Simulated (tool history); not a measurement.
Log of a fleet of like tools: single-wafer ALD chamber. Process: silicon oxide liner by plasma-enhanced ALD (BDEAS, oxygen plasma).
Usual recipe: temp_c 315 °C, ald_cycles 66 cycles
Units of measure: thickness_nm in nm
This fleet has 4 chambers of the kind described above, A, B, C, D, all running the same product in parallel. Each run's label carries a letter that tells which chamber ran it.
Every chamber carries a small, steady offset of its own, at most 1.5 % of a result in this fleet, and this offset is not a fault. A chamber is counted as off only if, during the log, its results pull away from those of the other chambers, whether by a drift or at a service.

run   hour  temp_c  ald_cycles  hours since the last thermocouple change  read-back reference wafer on the same gauge, thickness_nm  thickness_nm
 1A    7.0     315          66                                    2416.5                                                     6.1430        6.0804
 2D   10.5     315          66                                    1509.7                                                     6.1555        6.0140
 3B   16.5     315          66                                     413.7                                                     6.1597        5.9799
 4C   21.3     315          66                                    1316.3                                                     6.1461        6.0095
 5A   27.4     303          70                                    2436.9                                                     6.1530        6.6222
 6D   32.6     303          70                                    1531.8                                                     6.1502        6.4758
 7B   37.0     303          70                                     434.2                                                     6.1454        6.4151
 8C   43.8     303          70                                    1338.8                                                     6.1400        6.3549
 9D   50.2     315          66                                    1549.4                                                     6.1450        5.9899
10B   55.3     315          66                                     452.5                                                     6.1521        5.9543
11A   62.4     315          66                                    2471.9                                                     6.1540        6.0572
12C   67.9     315          66                                    1362.9                                                     6.1537        5.9466
13B   71.6     322          53                                     468.8                                                     6.1455        4.7682
14D   78.1     322          53                                    1577.3                                                     6.1473        4.7992
15A   82.0     322          53                                    2491.5                                                     6.1529        4.8292
16C   85.6     322          53                                    1380.6                                                     6.1565        4.7403
17A   90.0     315          66                                    2499.5                                                     6.1442        6.1114
18B   94.2     315          66                                     491.4                                                     6.1437        5.9657
19C  101.3     310          66                                    1396.3                                                     6.1469        6.1041
20D  107.3     310          66                                    1606.5                                                     6.1506        6.1144
21A  114.6     310          66                                    2524.1                                                     6.1484        6.1434
22D  119.1     310          66                                    1618.3                                                     6.1532        6.0285
23B  125.4     315          66                                     522.6                                                     6.1496        5.9892
24C  130.5     315          66                                    1425.5                                                     6.1520        6.0496
25B  137.9     321          55                                     535.1                                                     6.1529        4.9694
     141.9  -- chamber D: thermocouple changed; heater temperature recalibrated
26D  145.0     321          55                                       3.1                                                     6.1459        4.9465
27C  149.2     321          55                                    1444.2                                                     6.1534        4.8838
28A  153.8     321          55                                    2563.3                                                     6.1490        4.9994
29D  158.7     308          66                                      16.8                                                     6.1518        6.0551
30C  165.2     308          66                                    1460.2                                                     6.1475        6.0108
31A  171.5     308          66                                    2581.0                                                     6.1484        6.0569
32B  177.2     308          66                                     574.4                                                     6.1566        6.1204
33B  182.0     325          66                                     579.2                                                     6.1474        5.9339
34A  188.9     325          66                                    2598.4                                                     6.1483        6.0501
35D  193.7     325          66                                      51.8                                                     6.1513        5.9682
36C  200.8     325          66                                    1495.8                                                     6.1468        5.8994
37A  204.9     315          66                                    2614.4                                                     6.1481        6.0954
38C  210.9     315          66                                    1505.9                                                     6.1471        5.9367

Does one chamber stand apart from the rest, does the shared gauge drift, or is all well apart from small per-chamber offsets? Give the chamber and the most likely cause, where there is one.

Beyond each chamber's small constant offset nothing stands out, and the gauge stays steady.

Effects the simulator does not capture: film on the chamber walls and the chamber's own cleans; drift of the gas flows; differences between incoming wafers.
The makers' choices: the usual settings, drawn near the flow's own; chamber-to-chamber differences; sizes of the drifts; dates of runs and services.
